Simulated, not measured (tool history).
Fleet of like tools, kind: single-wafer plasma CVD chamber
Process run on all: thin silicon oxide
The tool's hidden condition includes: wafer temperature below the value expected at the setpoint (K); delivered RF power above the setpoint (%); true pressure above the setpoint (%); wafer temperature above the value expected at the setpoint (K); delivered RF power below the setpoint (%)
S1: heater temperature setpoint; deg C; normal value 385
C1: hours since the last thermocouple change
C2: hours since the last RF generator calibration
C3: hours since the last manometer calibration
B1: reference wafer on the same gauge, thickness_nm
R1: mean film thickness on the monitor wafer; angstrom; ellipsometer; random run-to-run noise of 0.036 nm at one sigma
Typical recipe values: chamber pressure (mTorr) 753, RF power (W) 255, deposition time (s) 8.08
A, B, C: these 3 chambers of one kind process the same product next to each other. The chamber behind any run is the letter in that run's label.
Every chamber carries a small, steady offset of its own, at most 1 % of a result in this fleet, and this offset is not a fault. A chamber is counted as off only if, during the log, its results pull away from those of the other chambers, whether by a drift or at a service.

{"run": "1C", "hour": 9.2, "S1": 385, "chamber pressure (mTorr)": 753, "RF power (W)": 255, "deposition time (s)": 8.08, "C1": 250.7, "C2": 185.7, "C3": 1760.3, "B1": 14.1, "R1": 133.51}
{"run": "2B", "hour": 19.1, "S1": 385, "chamber pressure (mTorr)": 753, "RF power (W)": 255, "deposition time (s)": 8.08, "C1": 814.3, "C2": 1177.5, "C3": 1607.7, "B1": 14.097, "R1": 131.45}
{"run": "3A", "hour": 31.5, "S1": 385, "chamber pressure (mTorr)": 753, "RF power (W)": 255, "deposition time (s)": 8.08, "C1": 49, "C2": 223.4, "C3": 1428.3, "B1": 14.102, "R1": 131.42}
{"run": "4B", "hour": 39.2, "S1": 385, "chamber pressure (mTorr)": 753, "RF power (W)": 255, "deposition time (s)": 8.08, "C1": 834.4, "C2": 1197.6, "C3": 1627.8, "B1": 14.094, "R1": 131.92}
{"run": "5A", "hour": 49.7, "S1": 385, "chamber pressure (mTorr)": 662, "RF power (W)": 255, "deposition time (s)": 8.08, "C1": 67.2, "C2": 241.6, "C3": 1446.5, "B1": 14.106, "R1": 114.97}
{"run": "6C", "hour": 58.9, "S1": 385, "chamber pressure (mTorr)": 662, "RF power (W)": 255, "deposition time (s)": 8.08, "C1": 300.4, "C2": 235.4, "C3": 1810, "B1": 14.095, "R1": 117.35}
{"run": "7A", "hour": 68.8, "S1": 385, "chamber pressure (mTorr)": 662, "RF power (W)": 255, "deposition time (s)": 8.08, "C1": 86.3, "C2": 260.7, "C3": 1465.6, "B1": 14.087, "R1": 114.86}
{"run": "8B", "hour": 83.6, "S1": 385, "chamber pressure (mTorr)": 753, "RF power (W)": 255, "deposition time (s)": 8.08, "C1": 878.8, "C2": 1242, "C3": 1672.2, "B1": 14.096, "R1": 131.16}
{"run": "9C", "hour": 96.0, "S1": 385, "chamber pressure (mTorr)": 753, "RF power (W)": 255, "deposition time (s)": 8.08, "C1": 337.5, "C2": 272.5, "C3": 1847.1, "B1": 14.105, "R1": 132.62}
{"run": "10A", "hour": 108.3, "S1": 385, "chamber pressure (mTorr)": 753, "RF power (W)": 255, "deposition time (s)": 8.08, "C1": 125.8, "C2": 300.2, "C3": 1505.1, "B1": 14.098, "R1": 131.6}
{"run": "11C", "hour": 120.7, "S1": 385, "chamber pressure (mTorr)": 753, "RF power (W)": 255, "deposition time (s)": 8.08, "C1": 362.2, "C2": 297.2, "C3": 1871.8, "B1": 14.084, "R1": 133.26}
{"run": "12B", "hour": 136.0, "S1": 385, "chamber pressure (mTorr)": 753, "RF power (W)": 255, "deposition time (s)": 8.08, "C1": 931.2, "C2": 1294.4, "C3": 1724.6, "B1": 14.099, "R1": 132.08}
{"run": "13A", "hour": 145.2, "S1": 385, "chamber pressure (mTorr)": 753, "RF power (W)": 255, "deposition time (s)": 8.08, "C1": 162.7, "C2": 337.1, "C3": 1542, "B1": 14.1, "R1": 133.02}
{"run": "14B", "hour": 156.6, "S1": 385, "chamber pressure (mTorr)": 753, "RF power (W)": 290, "deposition time (s)": 8.08, "C1": 951.8, "C2": 1315, "C3": 1745.2, "B1": 14.099, "R1": 139.04}
{"hour": 158.8, "done": "chamber C: capacitance manometer re-zeroed and calibrated"}
{"run": "15C", "hour": 170.8, "S1": 385, "chamber pressure (mTorr)": 753, "RF power (W)": 290, "deposition time (s)": 8.08, "C1": 412.3, "C2": 347.3, "C3": 12.1, "B1": 14.101, "R1": 140.41}
{"run": "16A", "hour": 179.4, "S1": 385, "chamber pressure (mTorr)": 753, "RF power (W)": 290, "deposition time (s)": 8.08, "C1": 196.9, "C2": 371.3, "C3": 1576.2, "B1": 14.106, "R1": 141.88}
{"run": "17C", "hour": 192.9, "S1": 385, "chamber pressure (mTorr)": 753, "RF power (W)": 255, "deposition time (s)": 8.08, "C1": 434.4, "C2": 369.4, "C3": 34.2, "B1": 14.101, "R1": 132.31}
{"run": "18B", "hour": 199.9, "S1": 385, "chamber pressure (mTorr)": 753, "RF power (W)": 255, "deposition time (s)": 8.08, "C1": 995.1, "C2": 1358.3, "C3": 1788.5, "B1": 14.097, "R1": 131.37}
{"run": "19A", "hour": 209.3, "S1": 385, "chamber pressure (mTorr)": 837, "RF power (W)": 255, "deposition time (s)": 8.08, "C1": 226.8, "C2": 401.2, "C3": 1606.1, "B1": 14.112, "R1": 149.57}
{"run": "20B", "hour": 220.7, "S1": 385, "chamber pressure (mTorr)": 837, "RF power (W)": 255, "deposition time (s)": 8.08, "C1": 1015.9, "C2": 1379.1, "C3": 1809.3, "B1": 14.105, "R1": 145.09}
{"run": "21C", "hour": 228.1, "S1": 385, "chamber pressure (mTorr)": 837, "RF power (W)": 255, "deposition time (s)": 8.08, "C1": 469.6, "C2": 404.6, "C3": 69.4, "B1": 14.103, "R1": 146.28}

Which is it: a chamber that has drifted or been left off by a service, a gauge drift common to all chambers, or only each chamber's usual small offset? If a chamber is off, name it and its likeliest cause.

Little by little, chamber A moves away from the other chambers.
Cause: true pressure above the setpoint (%) = 4.32.

Here are 4 candidates for chamber A's next run, each the usual settings with a change, their results left as question marks. Which one brings its results back in line with what the others give on the usual settings?
In line here means within this much of the mean the other chambers give on the usual settings: R1 1.3 angstrom
{"run": "22A-1", "hour": 239.3, "S1": 385, "chamber pressure (mTorr)": 726, "RF power (W)": 255, "deposition time (s)": 8.08, "R1": "?"}
{"run": "22A-2", "hour": 239.3, "S1": 385, "chamber pressure (mTorr)": 769, "RF power (W)": 255, "deposition time (s)": 8.19, "R1": "?"}
{"run": "22A-3", "hour": 239.3, "S1": 385, "chamber pressure (mTorr)": 759, "RF power (W)": 255, "deposition time (s)": 8.12, "R1": "?"}
{"run": "22A-4", "hour": 239.3, "S1": 385, "chamber pressure (mTorr)": 746, "RF power (W)": 255, "deposition time (s)": 8.03, "R1": "?"}

What the other chambers average on the usual settings: R1 132.07 angstrom
run=22A-1 R1=132.02
run=22A-2 R1=141.47
run=22A-3 R1=138.5
run=22A-4 R1=134.7
With 22A-1, the chamber falls back in line with the rest.
